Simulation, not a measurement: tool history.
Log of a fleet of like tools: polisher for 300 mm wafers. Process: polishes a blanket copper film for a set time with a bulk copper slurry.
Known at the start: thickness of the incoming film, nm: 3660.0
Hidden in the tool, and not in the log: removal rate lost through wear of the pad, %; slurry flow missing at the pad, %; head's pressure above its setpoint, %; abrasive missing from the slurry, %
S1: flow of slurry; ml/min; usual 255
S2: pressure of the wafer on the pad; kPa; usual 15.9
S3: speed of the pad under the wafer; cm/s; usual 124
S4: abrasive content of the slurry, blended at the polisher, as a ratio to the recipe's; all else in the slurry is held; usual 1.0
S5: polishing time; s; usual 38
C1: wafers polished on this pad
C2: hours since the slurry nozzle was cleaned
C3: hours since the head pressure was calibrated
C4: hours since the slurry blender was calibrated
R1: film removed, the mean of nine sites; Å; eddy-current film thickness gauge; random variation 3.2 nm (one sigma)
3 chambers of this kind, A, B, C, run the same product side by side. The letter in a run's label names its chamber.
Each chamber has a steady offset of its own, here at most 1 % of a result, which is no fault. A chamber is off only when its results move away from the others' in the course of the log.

| run | hour | S1 | S2 | S3 | S4 | S5 | C1 | C2 | C3 | C4 | R1 |
|---|---|---|---|---|---|---|---|---|---|---|---|
|  | 0.1 | chamber A: slurry blender recalibrated |
| 1C | 10.0 | 255 | 15.9 | 124 | 1.0 | 38 | 647 | 146.4 | 415.2 | 274.0 | 4054.7 |
|  | 12.6 | chamber B: head pressure recalibrated |
|  | 14.3 | chamber A: worn pad replaced by a new one |
| 2B | 19.1 | 255 | 15.9 | 124 | 1.0 | 38 | 486 | 648.8 | 6.6 | 49.3 | 4053.5 |
|  | 19.5 | chamber C: slurry blender recalibrated |
| 3A | 25.8 | 255 | 15.9 | 124 | 1.0 | 38 | 124 | 642.3 | 718.4 | 25.7 | 4074.2 |
| 4B | 35.7 | 255 | 15.9 | 124 | 1.0 | 38 | 665 | 665.4 | 23.2 | 65.9 | 4025.2 |
| 5C | 45.8 | 255 | 15.9 | 124 | 1.0 | 38 | 1034 | 182.2 | 451.0 | 26.3 | 4024.0 |
| 6A | 57.2 | 255 | 15.9 | 124 | 1.0 | 38 | 463 | 673.7 | 749.8 | 57.1 | 3962.8 |
| 7B | 63.5 | 255 | 15.9 | 124 | 1.0 | 38 | 965 | 693.2 | 51.0 | 93.7 | 4121.8 |
|  | 68.8 | chamber B: worn pad replaced by a new one |
| 8C | 74.7 | 255 | 15.9 | 124 | 1.0 | 38 | 1345 | 211.1 | 479.9 | 55.2 | 4111.2 |
|  | 79.8 | chamber A: worn pad replaced by a new one |
| 9A | 85.5 | 255 | 15.9 | 124 | 1.0 | 38 | 61 | 702.0 | 778.1 | 85.4 | 4066.1 |
| 10A | 91.2 | 255 | 15.9 | 124 | 1.0 | 38 | 123 | 707.7 | 783.8 | 91.1 | 4049.6 |
|  | 95.8 | chamber A: slurry nozzle cleaned |
| 11B | 96.8 | 255 | 15.9 | 124 | 1.0 | 38 | 302 | 726.5 | 84.3 | 127.0 | 4048.8 |
| 12C | 107.7 | 255 | 15.9 | 124 | 1.0 | 38 | 1701 | 244.1 | 512.9 | 88.2 | 4094.4 |
| 13C | 115.1 | 255 | 15.9 | 124 | 1.0 | 45 | 1781 | 251.5 | 520.3 | 95.6 | 4741.1 |
| 14A | 124.3 | 255 | 15.9 | 124 | 1.0 | 45 | 480 | 28.5 | 816.9 | 124.2 | 4860.0 |
| 15B | 133.7 | 255 | 15.9 | 124 | 1.0 | 45 | 700 | 763.4 | 121.2 | 163.9 | 4820.4 |
|  | 139.4 | chamber B: slurry blender recalibrated |
| 16A | 142.4 | 255 | 15.9 | 124 | 1.0 | 38 | 675 | 46.6 | 835.0 | 142.3 | 4057.4 |
|  | 146.8 | chamber A: worn pad replaced by a new one |
| 17B | 148.0 | 255 | 15.9 | 124 | 1.0 | 38 | 854 | 777.7 | 135.5 | 8.6 | 4054.8 |
|  | 151.4 | chamber B: worn pad replaced by a new one |
| 18C | 153.4 | 255 | 15.9 | 124 | 1.0 | 38 | 2194 | 289.8 | 558.6 | 133.9 | 3980.1 |
| 19B | 163.7 | 255 | 15.9 | 124 | 1.0 | 38 | 133 | 793.4 | 151.2 | 24.3 | 4092.0 |
| 20A | 168.7 | 255 | 15.9 | 124 | 1.0 | 38 | 237 | 72.9 | 861.3 | 168.6 | 4027.0 |
|  | 171.0 | chamber C: slurry nozzle cleaned |
| 21C | 177.1 | 255 | 15.9 | 124 | 1.0 | 38 | 2450 | 6.2 | 582.3 | 157.6 | 4000.8 |
| 22A | 183.7 | 255 | 15.9 | 124 | 1.0 | 38 | 398 | 87.9 | 876.3 | 183.6 | 4112.0 |
|  | 189.0 | chamber B: slurry nozzle cleaned |
| 23C | 195.1 | 255 | 15.9 | 124 | 1.0 | 38 | 2644 | 24.2 | 600.3 | 175.6 | 3987.8 |
| 24B | 201.9 | 255 | 15.9 | 124 | 1.0 | 38 | 545 | 12.9 | 189.4 | 62.5 | 4126.1 |
| 25C | 212.2 | 255 | 15.9 | 124 | 1.0 | 38 | 2829 | 41.3 | 617.4 | 192.7 | 3893.2 |
| 26B | 222.4 | 255 | 15.9 | 124 | 1.0 | 38 | 766 | 33.4 | 209.9 | 83.0 | 4080.7 |
|  | 224.2 | chamber A: worn pad replaced by a new one |
| 27A | 234.0 | 255 | 15.9 | 124 | 1.0 | 38 | 106 | 138.2 | 926.6 | 233.9 | 4067.8 |
| 28B | 241.3 | 255 | 15.9 | 124 | 1.0 | 38 | 970 | 52.3 | 228.8 | 101.9 | 4070.7 |
|  | 247.4 | chamber B: worn pad replaced by a new one |
| 29A | 249.8 | 255 | 15.9 | 124 | 1.0 | 38 | 276 | 154.0 | 942.4 | 249.7 | 4072.7 |
|  | 253.1 | chamber C: slurry blender recalibrated |
| 30C | 256.0 | 255 | 15.9 | 124 | 1.0 | 38 | 3301 | 85.1 | 661.2 | 3.0 | 3894.6 |
| 31A | 263.4 | 255 | 15.9 | 98 | 1.3 | 38 | 423 | 167.6 | 956.0 | 263.3 | 3409.3 |
| 32C | 269.6 | 255 | 15.9 | 98 | 1.3 | 38 | 3448 | 98.7 | 674.8 | 16.6 | 3250.2 |
| 33B | 277.9 | 255 | 15.9 | 98 | 1.3 | 38 | 329 | 88.9 | 265.4 | 138.5 | 3437.7 |
| 34C | 285.5 | 255 | 15.9 | 124 | 1.0 | 38 | 3619 | 114.6 | 690.7 | 32.5 | 3776.7 |
| 35A | 291.5 | 255 | 15.9 | 124 | 1.0 | 38 | 726 | 195.7 | 984.1 | 291.4 | 4057.6 |
| 36B | 298.1 | 255 | 15.9 | 124 | 1.0 | 38 | 547 | 109.1 | 285.6 | 158.7 | 4068.0 |
|  | 305.4 | chamber A: worn pad replaced by a new one |
| 37A | 309.3 | 255 | 15.9 | 124 | 1.0 | 38 | 42 | 213.5 | 1001.9 | 309.2 | 4050.5 |
| 38C | 316.3 | 255 | 15.9 | 124 | 1.0 | 38 | 3952 | 145.4 | 721.5 | 63.3 | 3791.3 |
|  | 318.0 | chamber B: slurry blender recalibrated |
| 39B | 324.9 | 255 | 15.9 | 124 | 1.0 | 38 | 836 | 135.9 | 312.4 | 7.0 | 4075.6 |
| 40B | 330.3 | 255 | 15.9 | 124 | 1.0 | 38 | 895 | 141.3 | 317.8 | 12.4 | 4069.9 |
| 41A | 338.0 | 255 | 15.9 | 124 | 1.0 | 38 | 352 | 242.2 | 1030.6 | 337.9 | 4076.6 |
| 42C | 349.1 | 255 | 15.9 | 124 | 1.0 | 38 | 4306 | 178.2 | 754.3 | 96.1 | 3729.4 |
| 43A | 354.9 | 255 | 15.9 | 124 | 1.0 | 38 | 534 | 259.1 | 1047.5 | 354.8 | 4077.6 |

Next, every chamber runs the same settings. What will each give?
| 44A | 363.1 | 255 | 15.9 | 124 | 1.0 | 38 |  |  |  |  | ? |
| 44B | 363.1 | 255 | 15.9 | 124 | 1.0 | 38 |  |  |  |  | ? |
| 44C | 363.1 | 255 | 15.9 | 124 | 1.0 | 38 |  |  |  |  | ? |

| run | R1 |
|---|---|
| 44A | 4047.3 |
| 44B | 4139.6 |
| 44C | 3715.3 |

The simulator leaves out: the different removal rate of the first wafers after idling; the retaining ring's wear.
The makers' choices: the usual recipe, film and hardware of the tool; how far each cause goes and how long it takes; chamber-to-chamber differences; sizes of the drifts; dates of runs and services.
